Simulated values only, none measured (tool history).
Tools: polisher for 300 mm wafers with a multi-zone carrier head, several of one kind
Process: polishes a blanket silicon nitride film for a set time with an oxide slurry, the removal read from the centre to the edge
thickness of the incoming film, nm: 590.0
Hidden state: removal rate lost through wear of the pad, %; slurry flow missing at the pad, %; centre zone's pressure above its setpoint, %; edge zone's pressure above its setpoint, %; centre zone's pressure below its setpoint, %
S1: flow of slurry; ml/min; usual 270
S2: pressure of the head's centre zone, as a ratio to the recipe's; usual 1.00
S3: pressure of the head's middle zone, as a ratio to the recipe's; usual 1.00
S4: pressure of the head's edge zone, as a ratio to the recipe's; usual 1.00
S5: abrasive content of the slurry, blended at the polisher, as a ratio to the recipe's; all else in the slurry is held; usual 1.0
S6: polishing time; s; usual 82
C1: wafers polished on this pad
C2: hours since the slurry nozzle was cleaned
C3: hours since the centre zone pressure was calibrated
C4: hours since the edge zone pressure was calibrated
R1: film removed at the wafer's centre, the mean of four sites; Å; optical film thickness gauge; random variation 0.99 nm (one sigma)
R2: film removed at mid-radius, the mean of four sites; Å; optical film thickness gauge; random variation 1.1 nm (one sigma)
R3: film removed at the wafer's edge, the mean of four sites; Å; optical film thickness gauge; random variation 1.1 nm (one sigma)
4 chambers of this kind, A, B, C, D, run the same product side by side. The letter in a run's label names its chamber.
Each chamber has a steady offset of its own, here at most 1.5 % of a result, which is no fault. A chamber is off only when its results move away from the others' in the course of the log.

run 1D day=0.300 | S1=270 S2=1.00 S3=1.00 S4=1.00 S5=1.0 S6=82 | C1=325 C2=365.7 C3=402.8 C4=894.4 | R1=852.16 R2=855.47 R3=861.56
run 2A day=0.546 | S1=270 S2=1.00 S3=1.00 S4=1.00 S5=1.0 S6=82 | C1=239 C2=182.5 C3=537.0 C4=111.5 | R1=844.45 R2=863.46 R3=846.40
run 3C day=0.979 | S1=270 S2=1.00 S3=1.00 S4=1.00 S5=1.0 S6=82 | C1=779 C2=492.7 C3=267.8 C4=115.2 | R1=846.72 R2=876.70 R3=848.12
run 4B day=1.204 | S1=270 S2=1.00 S3=1.00 S4=1.00 S5=1.0 S6=82 | C1=928 C2=376.6 C3=641.1 C4=417.4 | R1=850.85 R2=849.14 R3=867.60
-- day=1.233 chamber D: worn pad replaced by a new one
run 5A day=1.671 | S1=270 S2=1.00 S3=1.00 S4=1.00 S5=1.0 S6=82 | C1=438 C2=209.5 C3=564.0 C4=138.5 | R1=850.44 R2=849.36 R3=830.56
run 6B day=2.108 | S1=330 S2=1.00 S3=1.00 S4=1.04 S5=1.0 S6=82 | C1=1088 C2=398.3 C3=662.8 C4=439.1 | R1=883.81 R2=867.00 R3=889.73
run 7C day=2.379 | S1=330 S2=1.00 S3=1.00 S4=1.04 S5=1.0 S6=82 | C1=1026 C2=526.3 C3=301.4 C4=148.8 | R1=898.40 R2=875.88 R3=891.26
-- day=2.483 chamber B: worn pad replaced by a new one
-- day=2.692 chamber D: slurry nozzle cleaned
run 8D day=2.888 | S1=330 S2=1.00 S3=1.00 S4=1.04 S5=1.0 S6=82 | C1=292 C2=4.8 C3=464.9 C4=956.5 | R1=883.83 R2=883.00 R3=899.41
run 9A day=3.167 | S1=330 S2=1.00 S3=1.00 S4=1.04 S5=1.0 S6=82 | C1=702 C2=245.4 C3=599.9 C4=174.4 | R1=850.08 R2=878.12 R3=880.72
run 10C day=3.429 | S1=270 S2=1.00 S3=1.00 S4=1.00 S5=1.0 S6=82 | C1=1212 C2=551.5 C3=326.6 C4=174.0 | R1=842.27 R2=856.64 R3=865.38
-- day=3.746 chamber A: worn pad replaced by a new one
run 11B day=3.746 | S1=270 S2=1.00 S3=1.00 S4=1.00 S5=1.0 S6=82 | C1=223 C2=437.6 C3=702.1 C4=478.4 | R1=860.61 R2=853.26 R3=856.26
-- day=4.029 chamber C: slurry nozzle cleaned
run 12D day=4.196 | S1=270 S2=1.00 S3=1.00 S4=1.00 S5=0.7 S6=82 | C1=524 C2=36.2 C3=496.3 C4=987.9 | R1=709.15 R2=728.03 R3=710.27
-- day=4.333 chamber D: worn pad replaced by a new one
-- day=4.367 chamber C: worn pad replaced by a new one
run 13B day=4.475 | S1=270 S2=1.00 S3=1.00 S4=1.00 S5=0.7 S6=82 | C1=352 C2=455.1 C3=719.6 C4=495.9 | R1=722.53 R2=734.83 R3=718.98
run 14D day=4.871 | S1=270 S2=1.00 S3=1.00 S4=1.00 S5=0.7 S6=82 | C1=95 C2=52.4 C3=512.5 C4=1004.1 | R1=719.22 R2=728.27 R3=715.48
run 15A day=5.129 | S1=270 S2=1.00 S3=1.00 S4=1.00 S5=0.7 S6=82 | C1=245 C2=292.5 C3=647.0 C4=221.5 | R1=714.68 R2=707.75 R3=702.62
-- day=5.308 chamber D: centre zone pressure recalibrated
run 16C day=5.412 | S1=270 S2=1.00 S3=1.06 S4=1.00 S5=1.0 S6=82 | C1=185 C2=33.3 C3=374.2 C4=221.6 | R1=854.66 R2=899.07 R3=848.16
run 17B day=5.758 | S1=270 S2=1.00 S3=1.06 S4=1.00 S5=1.0 S6=82 | C1=579 C2=485.9 C3=750.4 C4=526.7 | R1=867.22 R2=905.11 R3=856.23
run 18C day=6.054 | S1=270 S2=1.00 S3=1.06 S4=1.00 S5=1.0 S6=82 | C1=298 C2=48.7 C3=389.6 C4=237.0 | R1=865.37 R2=883.46 R3=869.29
run 19A day=6.333 | S1=270 S2=1.00 S3=1.06 S4=1.00 S5=1.0 S6=82 | C1=458 C2=321.4 C3=675.9 C4=250.4 | R1=836.80 R2=891.64 R3=853.26
-- day=6.421 chamber A: slurry nozzle cleaned
run 20D day=6.704 | S1=270 S2=1.00 S3=1.00 S4=1.00 S5=1.0 S6=82 | C1=419 C2=96.4 C3=33.6 C4=1048.1 | R1=779.93 R2=852.23 R3=852.92
run 21A day=6.975 | S1=270 S2=1.00 S3=1.00 S4=1.00 S5=1.0 S6=82 | C1=571 C2=13.3 C3=691.3 C4=265.8 | R1=847.81 R2=844.40 R3=839.70
run 22D day=7.296 | S1=270 S2=1.00 S3=1.00 S4=1.00 S5=1.0 S6=82 | C1=524 C2=110.6 C3=47.8 C4=1062.3 | R1=753.91 R2=855.96 R3=882.08
-- day=7.462 chamber D: worn pad replaced by a new one
run 23C day=7.804 | S1=270 S2=1.00 S3=1.00 S4=1.00 S5=1.0 S6=82 | C1=608 C2=90.7 C3=431.6 C4=279.0 | R1=858.54 R2=853.38 R3=874.03
-- day=7.908 chamber B: slurry nozzle cleaned
-- day=7.933 chamber A: worn pad replaced by a new one
run 24B day=8.217 | S1=270 S2=1.08 S3=1.00 S4=1.00 S5=1.0 S6=82 | C1=1014 C2=7.5 C3=809.4 C4=585.7 | R1=945.65 R2=852.18 R3=859.03
run 25A day=8.450 | S1=270 S2=1.08 S3=1.00 S4=1.00 S5=1.0 S6=82 | C1=91 C2=48.7 C3=726.7 C4=301.2 | R1=944.80 R2=881.11 R3=853.77
run 26B day=8.933 | S1=270 S2=1.08 S3=1.00 S4=1.00 S5=1.0 S6=82 | C1=1141 C2=24.7 C3=826.6 C4=602.9 | R1=957.53 R2=870.87 R3=883.66
run 27C day=9.275 | S1=270 S2=1.08 S3=1.00 S4=1.00 S5=1.0 S6=82 | C1=868 C2=126.0 C3=466.9 C4=314.3 | R1=925.71 R2=839.32 R3=863.09
-- day=9.408 chamber B: worn pad replaced by a new one
run 28D day=9.762 | S1=270 S2=1.00 S3=1.00 S4=1.00 S5=1.0 S6=82 | C1=406 C2=169.8 C3=107.0 C4=1121.5 | R1=758.24 R2=850.60 R3=847.76
run 29A day=9.979 | S1=270 S2=1.00 S3=1.00 S4=1.00 S5=1.0 S6=82 | C1=361 C2=85.4 C3=763.4 C4=337.9 | R1=841.25 R2=847.71 R3=837.60
run 30B day=10.371 | S1=270 S2=1.00 S3=1.00 S4=1.00 S5=1.0 S6=82 | C1=170 C2=59.2 C3=861.1 C4=637.4 | R1=881.66 R2=850.55 R3=846.57
run 31C day=10.633 | S1=270 S2=1.00 S3=1.00 S4=1.00 S5=1.0 S6=82 | C1=1108 C2=158.6 C3=499.5 C4=346.9 | R1=846.68 R2=855.03 R3=845.97

All 4 chambers run these settings next. Forecast each chamber's results:
run 32A day=10.996 | S1=270 S2=1.00 S3=1.00 S4=1.00 S5=1.0 S6=82 | R1=? R2=? R3=?
run 32B day=10.996 | S1=270 S2=1.00 S3=1.00 S4=1.00 S5=1.0 S6=82 | R1=? R2=? R3=?
run 32C day=10.996 | S1=270 S2=1.00 S3=1.00 S4=1.00 S5=1.0 S6=82 | R1=? R2=? R3=?
run 32D day=10.996 | S1=270 S2=1.00 S3=1.00 S4=1.00 S5=1.0 S6=82 | R1=? R2=? R3=?

run=32A R1=866.68 R2=847.80 R3=831.16
run=32B R1=871.12 R2=858.05 R3=847.48
run=32C R1=862.69 R2=855.49 R3=843.97
run=32D R1=770.56 R2=860.55 R3=859.36

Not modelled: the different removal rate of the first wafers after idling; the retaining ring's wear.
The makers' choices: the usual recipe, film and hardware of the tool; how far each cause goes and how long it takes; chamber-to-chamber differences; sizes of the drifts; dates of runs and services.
